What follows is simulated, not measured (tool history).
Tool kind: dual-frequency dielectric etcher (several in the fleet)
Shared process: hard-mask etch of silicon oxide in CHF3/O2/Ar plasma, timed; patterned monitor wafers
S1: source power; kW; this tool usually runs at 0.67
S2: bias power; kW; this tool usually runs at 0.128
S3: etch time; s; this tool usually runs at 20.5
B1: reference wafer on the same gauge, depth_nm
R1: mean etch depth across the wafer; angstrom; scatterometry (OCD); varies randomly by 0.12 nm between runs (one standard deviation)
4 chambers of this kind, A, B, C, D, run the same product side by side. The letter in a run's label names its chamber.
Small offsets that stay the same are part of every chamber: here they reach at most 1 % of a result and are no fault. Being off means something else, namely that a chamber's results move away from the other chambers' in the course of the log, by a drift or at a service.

run,day,S1,S2,S3,B1,R1
# day 0.092: chamber B: source power generator calibrated
1A,0.1,0.67,0.128,20.5,41.718,376.14
2D,0.275,0.67,0.128,20.5,41.718,377.72
3C,0.479,0.67,0.128,20.5,41.705,377.44
4B,0.654,0.67,0.128,20.5,41.684,376.82
5C,0.867,0.67,0.128,20.5,41.695,382.2
6D,1.075,0.67,0.128,20.5,41.703,380.53
7B,1.233,0.67,0.128,20.5,41.713,378.42
8A,1.371,0.67,0.128,20.5,41.666,376.97
9D,1.554,0.67,0.158,25,41.691,493.2
10B,1.683,0.67,0.158,25,41.72,491.07
11A,1.792,0.67,0.158,25,41.693,489.87
12C,1.992,0.67,0.158,25,41.698,493.27
13D,2.117,0.67,0.128,20.5,41.697,376.42
14A,2.267,0.67,0.128,20.5,41.676,374.77
15B,2.425,0.67,0.128,20.5,41.716,376.62
16C,2.579,0.67,0.128,20.5,41.731,377.8
17B,2.771,0.67,0.128,20.5,41.717,376.39
18A,2.888,0.67,0.128,20.5,41.694,373.73
19C,3.029,0.67,0.128,20.5,41.686,380.06
20D,3.142,0.67,0.128,20.5,41.747,378.14
21B,3.308,0.67,0.148,20.5,41.736,393.78
22A,3.454,0.67,0.148,20.5,41.674,392.56
23D,3.571,0.67,0.148,20.5,41.691,397.04
24C,3.696,0.67,0.148,20.5,41.725,395.85
25D,3.875,0.67,0.155,18.5,41.68,363.26
26B,4.025,0.67,0.155,18.5,41.676,359.79
27C,4.138,0.67,0.155,18.5,41.715,363.06
28A,4.329,0.67,0.155,18.5,41.689,362.08
29B,4.55,0.67,0.128,20.5,41.65,376.82
30A,4.704,0.67,0.128,16,41.685,292.5

Is one chamber off against the others, does the gauge drift, or is nothing wrong? If a chamber is off, say which, and what the likeliest cause is.

Beyond each chamber's small constant offset nothing stands out, and the gauge stays steady.
